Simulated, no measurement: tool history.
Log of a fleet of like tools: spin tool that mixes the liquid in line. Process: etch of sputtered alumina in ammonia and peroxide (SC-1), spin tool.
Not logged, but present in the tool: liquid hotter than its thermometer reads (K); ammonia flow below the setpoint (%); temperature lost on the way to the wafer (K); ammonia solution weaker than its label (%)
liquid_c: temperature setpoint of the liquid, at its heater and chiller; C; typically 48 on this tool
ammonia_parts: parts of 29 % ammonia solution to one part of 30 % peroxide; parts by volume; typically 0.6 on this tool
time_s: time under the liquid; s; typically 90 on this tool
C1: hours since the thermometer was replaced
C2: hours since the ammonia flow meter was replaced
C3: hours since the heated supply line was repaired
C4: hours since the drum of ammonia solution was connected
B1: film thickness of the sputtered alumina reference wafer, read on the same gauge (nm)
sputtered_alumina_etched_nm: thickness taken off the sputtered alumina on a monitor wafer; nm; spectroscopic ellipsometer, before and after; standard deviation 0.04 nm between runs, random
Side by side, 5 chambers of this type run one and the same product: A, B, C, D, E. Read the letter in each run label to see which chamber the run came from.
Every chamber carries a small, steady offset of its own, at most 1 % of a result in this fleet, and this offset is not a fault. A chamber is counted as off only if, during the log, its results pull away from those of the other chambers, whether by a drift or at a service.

Run 1E, hour 6.4: usual settings; C1 2086.2; C2 851.7; C3 1569.1; C4 260.4; B1 90.013. Result: sputtered_alumina_etched_nm 4.4064 nm.
Run 2C, hour 13.3: usual settings; C1 304.5; C2 141.9; C3 293.3; C4 223; B1 90.067. Result: sputtered_alumina_etched_nm 4.3993 nm.
Run 3D, hour 16.8: usual settings; C1 1884.6; C2 861.4; C3 2177.3; C4 191.7; B1 90.014. Result: sputtered_alumina_etched_nm 4.4691 nm.
Run 4A, hour 24: usual settings; C1 70.7; C2 151.3; C3 2003.6; C4 469.7; B1 90.033. Result: sputtered_alumina_etched_nm 4.3636 nm.
Run 5B, hour 29.6: usual settings; C1 493.3; C2 199.4; C3 277; C4 193.4; B1 90. Result: sputtered_alumina_etched_nm 4.3642 nm.
Run 6E, hour 34: usual settings; C1 2113.8; C2 879.3; C3 1596.7; C4 288; B1 89.953. Result: sputtered_alumina_etched_nm 4.3164 nm.
Run 7D, hour 40.3: usual settings but time_s 105 s; C1 1908.1; C2 884.9; C3 2200.8; C4 215.2; B1 90.049. Result: sputtered_alumina_etched_nm 5.1863 nm.
Run 8B, hour 46.5: usual settings but time_s 105 s; C1 510.2; C2 216.3; C3 293.9; C4 210.3; B1 89.959. Result: sputtered_alumina_etched_nm 5.1679 nm.
Run 9A, hour 52.5: usual settings but time_s 105 s; C1 99.2; C2 179.8; C3 2032.1; C4 498.2; B1 90.033. Result: sputtered_alumina_etched_nm 5.1576 nm.
Run 10C, hour 57.9: usual settings but time_s 105 s; C1 349.1; C2 186.5; C3 337.9; C4 267.6; B1 90.022. Result: sputtered_alumina_etched_nm 5.145 nm.
Run 11A, hour 64.6: usual settings but time_s 105 s; C1 111.3; C2 191.9; C3 2044.2; C4 510.3; B1 90.026. Result: sputtered_alumina_etched_nm 5.2189 nm.
Run 12C, hour 70.3: usual settings; C1 361.5; C2 198.9; C3 350.3; C4 280; B1 90.027. Result: sputtered_alumina_etched_nm 4.4126 nm.
Run 13B, hour 74.9: usual settings; C1 538.6; C2 244.7; C3 322.3; C4 238.7; B1 90.032. Result: sputtered_alumina_etched_nm 4.4122 nm.
Run 14E, hour 79.5: usual settings; C1 2159.3; C2 924.8; C3 1642.2; C4 333.5; B1 89.975. Result: sputtered_alumina_etched_nm 4.3132 nm.
Run 15D, hour 84.5: usual settings; C1 1952.3; C2 929.1; C3 2245; C4 259.4; B1 90.024. Result: sputtered_alumina_etched_nm 4.3996 nm.
Run 16C, hour 90.7: usual settings; C1 381.9; C2 219.3; C3 370.7; C4 300.4; B1 89.986. Result: sputtered_alumina_etched_nm 4.4681 nm.
Run 17A, hour 97.4: usual settings but ammonia_parts 0.4 parts by volume; C1 144.1; C2 224.7; C3 2077; C4 543.1; B1 89.952. Result: sputtered_alumina_etched_nm 4.2107 nm.
Run 18B, hour 101.6: usual settings but ammonia_parts 0.4 parts by volume; C1 565.3; C2 271.4; C3 349; C4 265.4; B1 90.026. Result: sputtered_alumina_etched_nm 4.3488 nm.
Run 19D, hour 108.9: usual settings but ammonia_parts 0.4 parts by volume; C1 1976.7; C2 953.5; C3 2269.4; C4 283.8; B1 90.001. Result: sputtered_alumina_etched_nm 4.2739 nm.
Run 20E, hour 113.8: usual settings but ammonia_parts 0.4 parts by volume; C1 2193.6; C2 959.1; C3 1676.5; C4 367.8; B1 90.005. Result: sputtered_alumina_etched_nm 4.2216 nm.
Run 21B, hour 118.1: usual settings but ammonia_parts 0.4 parts by volume; C1 581.8; C2 287.9; C3 365.5; C4 281.9; B1 89.976. Result: sputtered_alumina_etched_nm 4.3423 nm.
Run 22A, hour 124.8: usual settings but liquid_c 41.5 C; C1 171.5; C2 252.1; C3 2104.4; C4 570.5; B1 89.98. Result: sputtered_alumina_etched_nm 3.0362 nm.
Run 23D, hour 128.9: usual settings but liquid_c 41.5 C; C1 1996.7; C2 973.5; C3 2289.4; C4 303.8; B1 89.978. Result: sputtered_alumina_etched_nm 3.1235 nm.
Run 24E, hour 134.9: usual settings but liquid_c 41.5 C; C1 2214.7; C2 980.2; C3 1697.6; C4 388.9; B1 90.006. Result: sputtered_alumina_etched_nm 2.9754 nm.
Run 25C, hour 140.4: usual settings but liquid_c 41.5 C; C1 431.6; C2 269; C3 420.4; C4 350.1; B1 89.956. Result: sputtered_alumina_etched_nm 3.1604 nm.
Run 26A, hour 146.6: usual settings but liquid_c 41.5 C; C1 193.3; C2 273.9; C3 2126.2; C4 592.3; B1 89.982. Result: sputtered_alumina_etched_nm 3.0042 nm.
Run 27C, hour 152.1: usual settings; C1 443.3; C2 280.7; C3 432.1; C4 361.8; B1 89.977. Result: sputtered_alumina_etched_nm 4.6256 nm.
Run 28D, hour 158.7: usual settings; C1 2026.5; C2 1003.3; C3 2319.2; C4 333.6; B1 89.994. Result: sputtered_alumina_etched_nm 4.4814 nm.
Run 29E, hour 163.3: usual settings but ammonia_parts 0.45 parts by volume; C1 2243.1; C2 1008.6; C3 1726; C4 417.3; B1 89.963. Result: sputtered_alumina_etched_nm 4.2488 nm.
Run 30B, hour 169.1: usual settings but ammonia_parts 0.45 parts by volume; C1 632.8; C2 338.9; C3 416.5; C4 332.9; B1 90.001. Result: sputtered_alumina_etched_nm 4.3013 nm.
Run 31E, hour 173.8: usual settings but ammonia_parts 0.45 parts by volume; C1 2253.6; C2 1019.1; C3 1736.5; C4 427.8; B1 90.02. Result: sputtered_alumina_etched_nm 4.2282 nm.
Run 32D, hour 177.2: usual settings but ammonia_parts 0.45 parts by volume; C1 2045; C2 1021.8; C3 2337.7; C4 352.1; B1 90.022. Result: sputtered_alumina_etched_nm 4.2998 nm.
Run 33B, hour 184: usual settings but ammonia_parts 0.45 parts by volume; C1 647.7; C2 353.8; C3 431.4; C4 347.8; B1 89.989. Result: sputtered_alumina_etched_nm 4.2855 nm.
Run 34A, hour 189.1: usual settings; C1 235.8; C2 316.4; C3 2168.7; C4 634.8; B1 90.004. Result: sputtered_alumina_etched_nm 4.4225 nm.

Each of the 5 chambers runs these same settings next. Fill in every chamber's results:
Run 35A, hour 194.4: usual settings but time_s 70 s. Result: sputtered_alumina_etched_nm ?.
Run 35B, hour 194.4: usual settings but time_s 70 s. Result: sputtered_alumina_etched_nm ?.
Run 35C, hour 194.4: usual settings but time_s 70 s. Result: sputtered_alumina_etched_nm ?.
Run 35D, hour 194.4: usual settings but time_s 70 s. Result: sputtered_alumina_etched_nm ?.
Run 35E, hour 194.4: usual settings but time_s 70 s. Result: sputtered_alumina_etched_nm ?.

run  sputtered_alumina_etched_nm
35A                       3.4008
35B                       3.4525
35C                       3.6548
35D                       3.4993
35E                       3.3255
